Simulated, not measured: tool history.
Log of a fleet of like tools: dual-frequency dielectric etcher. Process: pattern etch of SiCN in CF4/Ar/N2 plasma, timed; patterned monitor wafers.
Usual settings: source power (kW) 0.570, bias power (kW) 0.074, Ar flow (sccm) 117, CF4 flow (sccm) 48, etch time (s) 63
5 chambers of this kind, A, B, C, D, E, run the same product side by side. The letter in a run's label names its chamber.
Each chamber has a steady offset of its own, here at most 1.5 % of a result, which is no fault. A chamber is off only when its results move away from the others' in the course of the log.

| run | hour | source power (kW) | bias power (kW) | Ar flow (sccm) | CF4 flow (sccm) | etch time (s) | hours since the last wet clean | hours since the last source power generator calibration | hours since the last bias power generator calibration | hours since the last Ar flow controller change | hours since the last CF4 flow controller change | read-back reference wafer on the same gauge, depth_nm | mean etch depth across the wafer (angstrom) |
|---|---|---|---|---|---|---|---|---|---|---|---|---|---|
| 1E | 10.5 | 0.570 | 0.074 | 117 | 48 | 63 | 257.9 | 1504.4 | 2658.0 | 841.3 | 1672.4 | 50.009 | 615.86 |
|  | 20.9 | chamber C: bias power generator calibrated |
| 2A | 20.9 | 0.570 | 0.074 | 117 | 48 | 63 | 85.9 | 318.3 | 2203.6 | 1772.4 | 760.2 | 50.010 | 619.77 |
| 3D | 31.7 | 0.570 | 0.074 | 117 | 48 | 63 | 47.0 | 1927.7 | 77.0 | 948.6 | 2214.0 | 50.014 | 616.89 |
| 4C | 41.3 | 0.570 | 0.074 | 117 | 48 | 63 | 144.7 | 1530.4 | 20.4 | 3909.7 | 250.6 | 49.990 | 610.20 |
| 5B | 51.7 | 0.570 | 0.074 | 117 | 48 | 63 | 233.9 | 2320.9 | 2882.1 | 3147.1 | 91.7 | 49.975 | 612.62 |
| 6A | 62.9 | 0.570 | 0.074 | 117 | 48 | 63 | 127.9 | 360.3 | 2245.6 | 1814.4 | 802.2 | 49.999 | 624.43 |
| 7B | 74.0 | 0.570 | 0.074 | 117 | 48 | 63 | 256.2 | 2343.2 | 2904.4 | 3169.4 | 114.0 | 49.992 | 613.97 |
| 8E | 80.7 | 0.570 | 0.074 | 117 | 48 | 63 | 328.1 | 1574.6 | 2728.2 | 911.5 | 1742.6 | 50.023 | 616.75 |
| 9C | 93.4 | 0.430 | 0.074 | 117 | 48 | 47 | 196.8 | 1582.5 | 72.5 | 3961.8 | 302.7 | 49.983 | 354.34 |
| 10D | 100.2 | 0.430 | 0.074 | 117 | 48 | 47 | 115.5 | 1996.2 | 145.5 | 1017.1 | 2282.5 | 49.994 | 363.30 |
| 11B | 106.7 | 0.430 | 0.074 | 117 | 48 | 47 | 288.9 | 2375.9 | 2937.1 | 3202.1 | 146.7 | 49.987 | 357.66 |
| 12D | 116.7 | 0.430 | 0.074 | 117 | 48 | 47 | 132.0 | 2012.7 | 162.0 | 1033.6 | 2299.0 | 50.021 | 363.43 |
| 13E | 128.6 | 0.430 | 0.074 | 117 | 48 | 47 | 376.0 | 1622.5 | 2776.1 | 959.4 | 1790.5 | 49.998 | 360.46 |
| 14A | 139.8 | 0.570 | 0.074 | 117 | 48 | 63 | 204.8 | 437.2 | 2322.5 | 1891.3 | 879.1 | 49.974 | 620.99 |
| 15C | 151.7 | 0.570 | 0.074 | 117 | 48 | 63 | 255.1 | 1640.8 | 130.8 | 4020.1 | 361.0 | 50.030 | 609.81 |
| 16E | 159.1 | 0.570 | 0.074 | 117 | 48 | 63 | 406.5 | 1653.0 | 2806.6 | 989.9 | 1821.0 | 50.007 | 615.80 |
| 17C | 165.6 | 0.570 | 0.074 | 117 | 48 | 63 | 269.0 | 1654.7 | 144.7 | 4034.0 | 374.9 | 49.993 | 608.44 |
| 18D | 178.1 | 0.570 | 0.066 | 93 | 48 | 63 | 193.4 | 2074.1 | 223.4 | 1095.0 | 2360.4 | 49.995 | 618.39 |
| 19A | 185.6 | 0.570 | 0.066 | 93 | 48 | 63 | 250.6 | 483.0 | 2368.3 | 1937.1 | 924.9 | 50.037 | 619.63 |
| 20B | 195.4 | 0.570 | 0.066 | 93 | 48 | 63 | 377.6 | 2464.6 | 3025.8 | 3290.8 | 235.4 | 50.032 | 610.19 |
| 21E | 203.4 | 0.570 | 0.066 | 93 | 48 | 63 | 450.8 | 1697.3 | 2850.9 | 1034.2 | 1865.3 | 49.990 | 618.42 |
| 22D | 210.4 | 0.570 | 0.066 | 93 | 48 | 63 | 225.7 | 2106.4 | 255.7 | 1127.3 | 2392.7 | 50.001 | 617.03 |
| 23C | 220.3 | 0.570 | 0.074 | 133 | 42 | 63 | 323.7 | 1709.4 | 199.4 | 4088.7 | 429.6 | 50.040 | 582.14 |
| 24B | 233.8 | 0.570 | 0.074 | 133 | 42 | 63 | 416.0 | 2503.0 | 3064.2 | 3329.2 | 273.8 | 49.991 | 589.42 |
| 25A | 241.8 | 0.570 | 0.074 | 133 | 42 | 63 | 306.8 | 539.2 | 2424.5 | 1993.3 | 981.1 | 50.015 | 596.27 |
| 26D | 248.8 | 0.570 | 0.074 | 133 | 42 | 63 | 264.1 | 2144.8 | 294.1 | 1165.7 | 2431.1 | 50.033 | 589.72 |
| 27B | 255.2 | 0.570 | 0.074 | 133 | 42 | 63 | 437.4 | 2524.4 | 3085.6 | 3350.6 | 295.2 | 50.013 | 586.98 |
|  | 259.3 | chamber E: wet clean of the chamber |
| 28C | 268.2 | 0.570 | 0.074 | 117 | 48 | 63 | 371.6 | 1757.3 | 247.3 | 4136.6 | 477.5 | 49.973 | 607.60 |
| 29E | 279.2 | 0.570 | 0.074 | 117 | 48 | 63 | 19.9 | 1773.1 | 2926.7 | 1110.0 | 1941.1 | 50.002 | 616.12 |
| 30A | 287.8 | 0.570 | 0.074 | 117 | 48 | 63 | 352.8 | 585.2 | 2470.5 | 2039.3 | 1027.1 | 50.007 | 623.52 |
|  | 292.7 | chamber E: CF4 flow controller replaced |
| 31E | 295.1 | 0.570 | 0.074 | 101 | 48 | 75 | 35.8 | 1789.0 | 2942.6 | 1125.9 | 2.4 | 49.996 | 755.60 |
| 32D | 304.7 | 0.570 | 0.074 | 101 | 48 | 75 | 320.0 | 2200.7 | 350.0 | 1221.6 | 2487.0 | 49.991 | 753.56 |
| 33B | 312.3 | 0.570 | 0.074 | 101 | 48 | 75 | 494.5 | 2581.5 | 3142.7 | 3407.7 | 352.3 | 50.015 | 747.32 |
| 34A | 324.0 | 0.570 | 0.074 | 101 | 48 | 75 | 389.0 | 621.4 | 2506.7 | 2075.5 | 1063.3 | 50.012 | 758.70 |
| 35C | 330.4 | 0.570 | 0.074 | 101 | 48 | 75 | 433.8 | 1819.5 | 309.5 | 4198.8 | 539.7 | 49.981 | 743.92 |
| 36B | 343.4 | 0.570 | 0.074 | 117 | 48 | 63 | 525.6 | 2612.6 | 3173.8 | 3438.8 | 383.4 | 49.983 | 615.20 |
| 37E | 351.0 | 0.570 | 0.074 | 117 | 48 | 63 | 91.7 | 1844.9 | 2998.5 | 1181.8 | 58.3 | 50.000 | 615.09 |

Next, every chamber runs the same settings. What will each give?
| 38A | 360.8 | 0.570 | 0.074 | 117 | 48 | 63 |  |  |  |  |  |  | ? |
| 38B | 360.8 | 0.570 | 0.074 | 117 | 48 | 63 |  |  |  |  |  |  | ? |
| 38C | 360.8 | 0.570 | 0.074 | 117 | 48 | 63 |  |  |  |  |  |  | ? |
| 38D | 360.8 | 0.570 | 0.074 | 117 | 48 | 63 |  |  |  |  |  |  | ? |
| 38E | 360.8 | 0.570 | 0.074 | 117 | 48 | 63 |  |  |  |  |  |  | ? |

| run | mean etch depth across the wafer (angstrom) |
|---|---|
| 38A | 620.22 |
| 38B | 614.24 |
| 38C | 607.59 |
| 38D | 617.67 |
| 38E | 617.44 |
